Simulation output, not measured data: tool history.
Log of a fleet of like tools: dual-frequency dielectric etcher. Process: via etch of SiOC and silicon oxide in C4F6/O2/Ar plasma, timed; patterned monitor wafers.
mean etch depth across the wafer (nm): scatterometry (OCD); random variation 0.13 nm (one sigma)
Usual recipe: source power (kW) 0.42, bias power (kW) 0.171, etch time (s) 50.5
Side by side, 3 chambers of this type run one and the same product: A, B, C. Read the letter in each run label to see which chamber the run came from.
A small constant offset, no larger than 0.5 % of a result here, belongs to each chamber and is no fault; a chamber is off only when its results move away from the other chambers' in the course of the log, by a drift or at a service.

run	hour	source power (kW)	bias power (kW)	etch time (s)	read-back reference wafer on the same gauge, depth_nm	mean etch depth across the wafer (nm)
1A	7.1	0.42	0.171	50.5	60.093	57.383
2C	17.5	0.42	0.171	50.5	60.115	57.389
3B	29	0.42	0.171	50.5	60.084	57.093
4B	40.7	0.42	0.171	50.5	60.092	57.043
5C	48.3	0.42	0.171	50.5	60.079	57.526
6A	57.6	0.42	0.171	64.5	60.087	72.957
7C	66.9	0.42	0.171	64.5	60.11	73.135
8B	78.2	0.42	0.171	64.5	60.112	72.317
9A	87.7	0.42	0.171	50.5	60.049	57.19
10C	96.5	0.42	0.171	50.5	60.082	57.762
11A	103.7	0.42	0.171	50.5	60.108	56.837
12B	109.5	0.42	0.171	50.5	60.078	56.331
13B	118.2	0.42	0.171	50.5	60.096	56.556
14A	125.2	0.42	0.171	50.5	60.103	57.207
15C	136.7	0.42	0.171	50.5	60.089	57.519
16C	147	0.42	0.171	50.5	60.118	57.317
17B	152.7	0.42	0.171	50.5	60.103	56.639
18A	158.3	0.42	0.171	50.5	60.098	57.141
19A	164.3	0.42	0.171	50.5	60.128	57.29
20C	172.5	0.42	0.171	50.5	60.095	57.344
21B	183.2	0.42	0.171	50.5	60.102	56.063
22C	192.6	0.42	0.171	50.5	60.09	57.657
23B	200.9	0.42	0.171	50.5	60.118	56.166

What goes on in this fleet: one chamber off, a drifting gauge, or nothing beyond the chambers' own small offsets? Name the chamber and the cause, if any.

Chamber B drifts away from the others.
Likeliest cause: etch rate under this chamber's usual, % = 2.53.

Which of the 4 candidates below, each the usual settings with something changed and its results left as question marks, puts chamber B back in line with what the other chambers give on the usual settings?
Allowed miss from the other chambers' usual-settings mean, per result, to count as in line: mean etch depth across the wafer (nm) 0.46
24B-1	209.7	0.42	0.171	50		?
24B-2	209.7	0.44	0.177	50.5		?
24B-3	209.7	0.42	0.171	51		?
24B-4	209.7	0.39	0.171	50.5		?

The mean the other chambers reach with the usual settings: mean etch depth across the wafer (nm) 57.281
run	mean etch depth across the wafer (nm)
24B-1	55.289
24B-2	57.491
24B-3	56.395
24B-4	54.253
Change 24B-2 lands the chamber within the allowed miss of the other chambers.
